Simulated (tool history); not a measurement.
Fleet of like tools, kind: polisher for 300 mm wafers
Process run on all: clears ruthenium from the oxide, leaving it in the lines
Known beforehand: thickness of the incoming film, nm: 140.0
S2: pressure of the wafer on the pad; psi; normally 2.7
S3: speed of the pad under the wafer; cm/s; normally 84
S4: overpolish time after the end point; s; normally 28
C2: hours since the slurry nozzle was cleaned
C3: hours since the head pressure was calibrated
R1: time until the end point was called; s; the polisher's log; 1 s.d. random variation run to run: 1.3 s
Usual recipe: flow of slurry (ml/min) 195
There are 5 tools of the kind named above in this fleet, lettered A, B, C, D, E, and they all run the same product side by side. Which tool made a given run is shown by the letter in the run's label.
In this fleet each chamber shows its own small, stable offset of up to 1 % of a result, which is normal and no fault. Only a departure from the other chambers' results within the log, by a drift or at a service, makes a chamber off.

{"run": "1B", "day": 0.212, "flow of slurry (ml/min)": 195, "S2": 2.7, "S3": 84, "S4": 28, "wafers polished on this pad": 341, "C2": 165.9, "C3": 663.5, "R1": 92.441}
{"day": 0.229, "done": "chamber E: slurry nozzle cleaned"}
{"day": 0.488, "done": "chamber A: worn pad replaced by a new one"}
{"run": "2A", "day": 0.496, "flow of slurry (ml/min)": 195, "S2": 2.7, "S3": 84, "S4": 28, "wafers polished on this pad": 1, "C2": 25.8, "C3": 484.4, "R1": 91.337}
{"run": "3D", "day": 0.821, "flow of slurry (ml/min)": 195, "S2": 2.7, "S3": 84, "S4": 28, "wafers polished on this pad": 667, "C2": 236.0, "C3": 176.8, "R1": 95.138}
{"day": 1.138, "done": "chamber D: worn pad replaced by a new one"}
{"run": "4C", "day": 1.138, "flow of slurry (ml/min)": 195, "S2": 2.7, "S3": 84, "S4": 28, "wafers polished on this pad": 196, "C2": 65.2, "C3": 567.5, "R1": 94.203}
{"run": "5E", "day": 1.404, "flow of slurry (ml/min)": 195, "S2": 2.7, "S3": 84, "S4": 28, "wafers polished on this pad": 458, "C2": 28.2, "C3": 414.0, "R1": 91.675}
{"run": "6A", "day": 1.746, "flow of slurry (ml/min)": 195, "S2": 2.7, "S3": 84, "S4": 28, "wafers polished on this pad": 158, "C2": 55.8, "C3": 514.4, "R1": 92.992}
{"run": "7B", "day": 2.017, "flow of slurry (ml/min)": 195, "S2": 2.7, "S3": 84, "S4": 28, "wafers polished on this pad": 569, "C2": 209.2, "C3": 706.8, "R1": 93.251}
{"run": "8C", "day": 2.212, "flow of slurry (ml/min)": 195, "S2": 2.7, "S3": 84, "S4": 28, "wafers polished on this pad": 331, "C2": 91.0, "C3": 593.3, "R1": 90.883}
{"run": "9D", "day": 2.533, "flow of slurry (ml/min)": 195, "S2": 2.0, "S3": 84, "S4": 38, "wafers polished on this pad": 176, "C2": 277.1, "C3": 217.9, "R1": 124.9}
{"run": "10E", "day": 2.896, "flow of slurry (ml/min)": 195, "S2": 2.0, "S3": 84, "S4": 38, "wafers polished on this pad": 646, "C2": 64.0, "C3": 449.8, "R1": 123.83}
{"run": "11B", "day": 3.333, "flow of slurry (ml/min)": 195, "S2": 2.0, "S3": 84, "S4": 38, "wafers polished on this pad": 735, "C2": 240.8, "C3": 738.4, "R1": 124.7}
{"day": 3.554, "done": "chamber B: slurry nozzle cleaned"}
{"run": "12C", "day": 3.6, "flow of slurry (ml/min)": 195, "S2": 2.0, "S3": 84, "S4": 38, "wafers polished on this pad": 506, "C2": 124.3, "C3": 626.6, "R1": 125.81}
{"day": 3.725, "done": "chamber B: worn pad replaced by a new one"}
{"run": "13D", "day": 3.971, "flow of slurry (ml/min)": 195, "S2": 2.0, "S3": 84, "S4": 38, "wafers polished on this pad": 357, "C2": 311.6, "C3": 252.4, "R1": 121.92}
{"run": "14E", "day": 4.271, "flow of slurry (ml/min)": 155, "S2": 2.4, "S3": 84, "S4": 28, "wafers polished on this pad": 820, "C2": 97.0, "C3": 482.8, "R1": 107.66}
{"day": 4.533, "done": "chamber E: worn pad replaced by a new one"}
{"run": "15A", "day": 4.571, "flow of slurry (ml/min)": 155, "S2": 2.4, "S3": 84, "S4": 28, "wafers polished on this pad": 515, "C2": 123.6, "C3": 582.2, "R1": 108.21}
{"run": "16B", "day": 4.9, "flow of slurry (ml/min)": 155, "S2": 2.4, "S3": 84, "S4": 28, "wafers polished on this pad": 148, "C2": 32.4, "C3": 776.0, "R1": 105.07}
{"run": "17D", "day": 5.242, "flow of slurry (ml/min)": 155, "S2": 2.4, "S3": 84, "S4": 28, "wafers polished on this pad": 518, "C2": 342.1, "C3": 282.9, "R1": 109.27}
{"day": 5.417, "done": "chamber B: head pressure recalibrated"}
{"day": 5.65, "done": "chamber C: worn pad replaced by a new one"}
{"run": "18E", "day": 5.65, "flow of slurry (ml/min)": 155, "S2": 2.4, "S3": 84, "S4": 28, "wafers polished on this pad": 141, "C2": 130.1, "C3": 515.9, "R1": 105.33}
{"day": 5.754, "done": "chamber D: head pressure recalibrated"}
{"run": "19A", "day": 6.071, "flow of slurry (ml/min)": 195, "S2": 2.7, "S3": 84, "S4": 28, "wafers polished on this pad": 704, "C2": 159.6, "C3": 618.2, "R1": 93.813}
{"run": "20C", "day": 6.346, "flow of slurry (ml/min)": 195, "S2": 2.7, "S3": 84, "S4": 28, "wafers polished on this pad": 87, "C2": 190.2, "C3": 692.5, "R1": 91.937}
{"run": "21C", "day": 6.546, "flow of slurry (ml/min)": 220, "S2": 2.4, "S3": 84, "S4": 28, "wafers polished on this pad": 113, "C2": 195.0, "C3": 697.3, "R1": 100.96}
{"day": 6.817, "done": "chamber A: worn pad replaced by a new one"}
{"run": "22E", "day": 6.938, "flow of slurry (ml/min)": 220, "S2": 2.4, "S3": 84, "S4": 28, "wafers polished on this pad": 303, "C2": 161.0, "C3": 546.8, "R1": 102.58}
{"run": "23D", "day": 7.183, "flow of slurry (ml/min)": 220, "S2": 2.4, "S3": 84, "S4": 28, "wafers polished on this pad": 763, "C2": 388.7, "C3": 34.3, "R1": 103.89}
{"day": 7.375, "done": "chamber A: head pressure recalibrated"}
{"run": "24B", "day": 7.417, "flow of slurry (ml/min)": 220, "S2": 2.4, "S3": 84, "S4": 28, "wafers polished on this pad": 466, "C2": 92.8, "C3": 48.0, "R1": 100.26}
{"day": 7.517, "done": "chamber D: worn pad replaced by a new one"}
{"day": 7.554, "done": "chamber C: head pressure recalibrated"}
{"run": "25A", "day": 7.771, "flow of slurry (ml/min)": 220, "S2": 2.4, "S3": 84, "S4": 28, "wafers polished on this pad": 120, "C2": 200.4, "C3": 9.6, "R1": 114.19}
{"run": "26C", "day": 8.183, "flow of slurry (ml/min)": 195, "S2": 2.7, "S3": 84, "S4": 28, "wafers polished on this pad": 319, "C2": 234.3, "C3": 15.2, "R1": 92.674}
{"day": 8.504, "done": "chamber D: slurry nozzle cleaned"}
{"run": "27B", "day": 8.504, "flow of slurry (ml/min)": 195, "S2": 2.7, "S3": 84, "S4": 28, "wafers polished on this pad": 603, "C2": 118.9, "C3": 74.1, "R1": 94.327}
{"run": "28D", "day": 8.771, "flow of slurry (ml/min)": 235, "S2": 2.7, "S3": 84, "S4": 22, "wafers polished on this pad": 158, "C2": 6.4, "C3": 72.4, "R1": 90.485}
{"run": "29A", "day": 9.179, "flow of slurry (ml/min)": 235, "S2": 2.7, "S3": 84, "S4": 22, "wafers polished on this pad": 298, "C2": 234.2, "C3": 43.4, "R1": 100.65}
{"run": "30E", "day": 9.529, "flow of slurry (ml/min)": 235, "S2": 2.7, "S3": 84, "S4": 22, "wafers polished on this pad": 630, "C2": 223.2, "C3": 609.0, "R1": 89.29}
{"run": "31C", "day": 9.942, "flow of slurry (ml/min)": 235, "S2": 2.7, "S3": 84, "S4": 22, "wafers polished on this pad": 541, "C2": 276.5, "C3": 57.4, "R1": 88.86}
{"day": 10.208, "done": "chamber B: worn pad replaced by a new one"}
{"run": "32E", "day": 10.275, "flow of slurry (ml/min)": 235, "S2": 2.7, "S3": 84, "S4": 22, "wafers polished on this pad": 724, "C2": 241.1, "C3": 626.9, "R1": 87.394}
{"run": "33B", "day": 10.646, "flow of slurry (ml/min)": 195, "S2": 2.7, "S3": 84, "S4": 28, "wafers polished on this pad": 55, "C2": 170.3, "C3": 125.5, "R1": 93.671}
{"run": "34D", "day": 11.046, "flow of slurry (ml/min)": 195, "S2": 2.7, "S3": 84, "S4": 28, "wafers polished on this pad": 445, "C2": 61.0, "C3": 127.0, "R1": 88.783}
{"run": "35A", "day": 11.271, "flow of slurry (ml/min)": 195, "S2": 2.7, "S3": 84, "S4": 28, "wafers polished on this pad": 562, "C2": 284.4, "C3": 93.6, "R1": 103.16}
{"run": "36D", "day": 11.475, "flow of slurry (ml/min)": 195, "S2": 2.7, "S3": 84, "S4": 28, "wafers polished on this pad": 500, "C2": 71.3, "C3": 137.3, "R1": 91.864}
{"run": "37A", "day": 11.804, "flow of slurry (ml/min)": 195, "S2": 2.7, "S3": 84, "S4": 28, "wafers polished on this pad": 630, "C2": 297.2, "C3": 106.4, "R1": 101.9}

All chambers now run identical settings, listed one chamber a line with results as question marks. What results will each chamber show?
{"run": "38A", "day": 12.129, "flow of slurry (ml/min)": 195, "S2": 2.7, "S3": 102, "S4": 28, "R1": "?"}
{"run": "38B", "day": 12.129, "flow of slurry (ml/min)": 195, "S2": 2.7, "S3": 102, "S4": 28, "R1": "?"}
{"run": "38C", "day": 12.129, "flow of slurry (ml/min)": 195, "S2": 2.7, "S3": 102, "S4": 28, "R1": "?"}
{"run": "38D", "day": 12.129, "flow of slurry (ml/min)": 195, "S2": 2.7, "S3": 102, "S4": 28, "R1": "?"}
{"run": "38E", "day": 12.129, "flow of slurry (ml/min)": 195, "S2": 2.7, "S3": 102, "S4": 28, "R1": "?"}

run=38A R1=84.847
run=38B R1=75.073
run=38C R1=74.301
run=38D R1=76.903
run=38E R1=75.755
